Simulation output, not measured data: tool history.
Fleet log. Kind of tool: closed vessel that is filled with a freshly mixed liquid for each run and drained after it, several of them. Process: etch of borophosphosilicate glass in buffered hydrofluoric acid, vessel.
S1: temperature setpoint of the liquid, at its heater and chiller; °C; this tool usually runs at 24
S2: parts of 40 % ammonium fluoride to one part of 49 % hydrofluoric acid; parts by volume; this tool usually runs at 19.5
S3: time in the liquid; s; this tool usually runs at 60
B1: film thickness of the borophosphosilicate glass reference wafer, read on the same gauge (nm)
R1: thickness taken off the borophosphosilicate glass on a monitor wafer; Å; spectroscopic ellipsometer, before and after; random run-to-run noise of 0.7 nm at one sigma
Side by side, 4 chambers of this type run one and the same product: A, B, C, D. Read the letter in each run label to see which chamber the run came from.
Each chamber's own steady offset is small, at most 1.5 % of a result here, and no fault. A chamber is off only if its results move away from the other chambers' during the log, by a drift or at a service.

Run 1D, hour 12.1: usual settings; B1 80.005. Result: R1 758.11 Å.
Run 2B, hour 23.6: usual settings; B1 80.01. Result: R1 765.7 Å.
Run 3C, hour 29.9: usual settings; B1 80.012. Result: R1 766.54 Å.
Run 4A, hour 36.7: usual settings; B1 80.018. Result: R1 742.54 Å.
Run 5A, hour 46.1: usual settings but S1 20 °C, S2 16.5 parts by volume; B1 79.994. Result: R1 705.59 Å.
Run 6B, hour 55.5: usual settings but S1 20 °C, S2 16.5 parts by volume; B1 80.005. Result: R1 719.84 Å.
Run 7D, hour 61.7: usual settings but S1 20 °C, S2 16.5 parts by volume; B1 80.023. Result: R1 727.63 Å.
Run 8C, hour 70.3: usual settings but S1 20 °C, S2 16.5 parts by volume; B1 79.985. Result: R1 704.28 Å.
Run 9D, hour 75.9: usual settings; B1 80.01. Result: R1 758.14 Å.
Run 10B, hour 87.1: usual settings; B1 79.998. Result: R1 747.38 Å.
Run 11C, hour 92.9: usual settings; B1 80.012. Result: R1 752.06 Å.
Run 12A, hour 101.2: usual settings; B1 79.995. Result: R1 754.99 Å.
Run 13C, hour 113.3: usual settings; B1 79.996. Result: R1 745.22 Å.
Run 14A, hour 120.8: usual settings; B1 79.983. Result: R1 752.45 Å.
Run 15D, hour 128.3: usual settings; B1 80.011. Result: R1 760.05 Å.
Run 16B, hour 137.5: usual settings; B1 80.005. Result: R1 714.69 Å.
Run 17B, hour 143: usual settings but S1 19.5 °C, S2 24.5 parts by volume; B1 79.997. Result: R1 466.4 Å.
Run 18D, hour 155.6: usual settings but S1 19.5 °C, S2 24.5 parts by volume; B1 79.997. Result: R1 501.48 Å.
Run 19C, hour 167.7: usual settings but S1 19.5 °C, S2 24.5 parts by volume; B1 80.008. Result: R1 497.26 Å.
Run 20A, hour 180.1: usual settings but S1 19.5 °C, S2 24.5 parts by volume; B1 80.034. Result: R1 502.56 Å.
Run 21D, hour 192.8: usual settings; B1 80.009. Result: R1 759.55 Å.
At hour 204: chamber B: hydrofluoric acid flow meter replaced.
Run 22C, hour 204.6: usual settings; B1 79.986. Result: R1 740.71 Å.
Run 23B, hour 216.5: usual settings; B1 79.984. Result: R1 676.46 Å.
At hour 222.9: chamber A: hydrofluoric acid flow meter replaced.
Run 24A, hour 228.4: usual settings; B1 79.975. Result: R1 742.39 Å.

The same settings go to every chamber for the next run, one line per chamber below. Forecast the results for each:
Run 25A, hour 237.5: usual settings. Result: R1 ?.
Run 25B, hour 237.5: usual settings. Result: R1 ?.
Run 25C, hour 237.5: usual settings. Result: R1 ?.
Run 25D, hour 237.5: usual settings. Result: R1 ?.

run      R1
25A  745.72
25B  658.23
25C  744.84
25D   751.8

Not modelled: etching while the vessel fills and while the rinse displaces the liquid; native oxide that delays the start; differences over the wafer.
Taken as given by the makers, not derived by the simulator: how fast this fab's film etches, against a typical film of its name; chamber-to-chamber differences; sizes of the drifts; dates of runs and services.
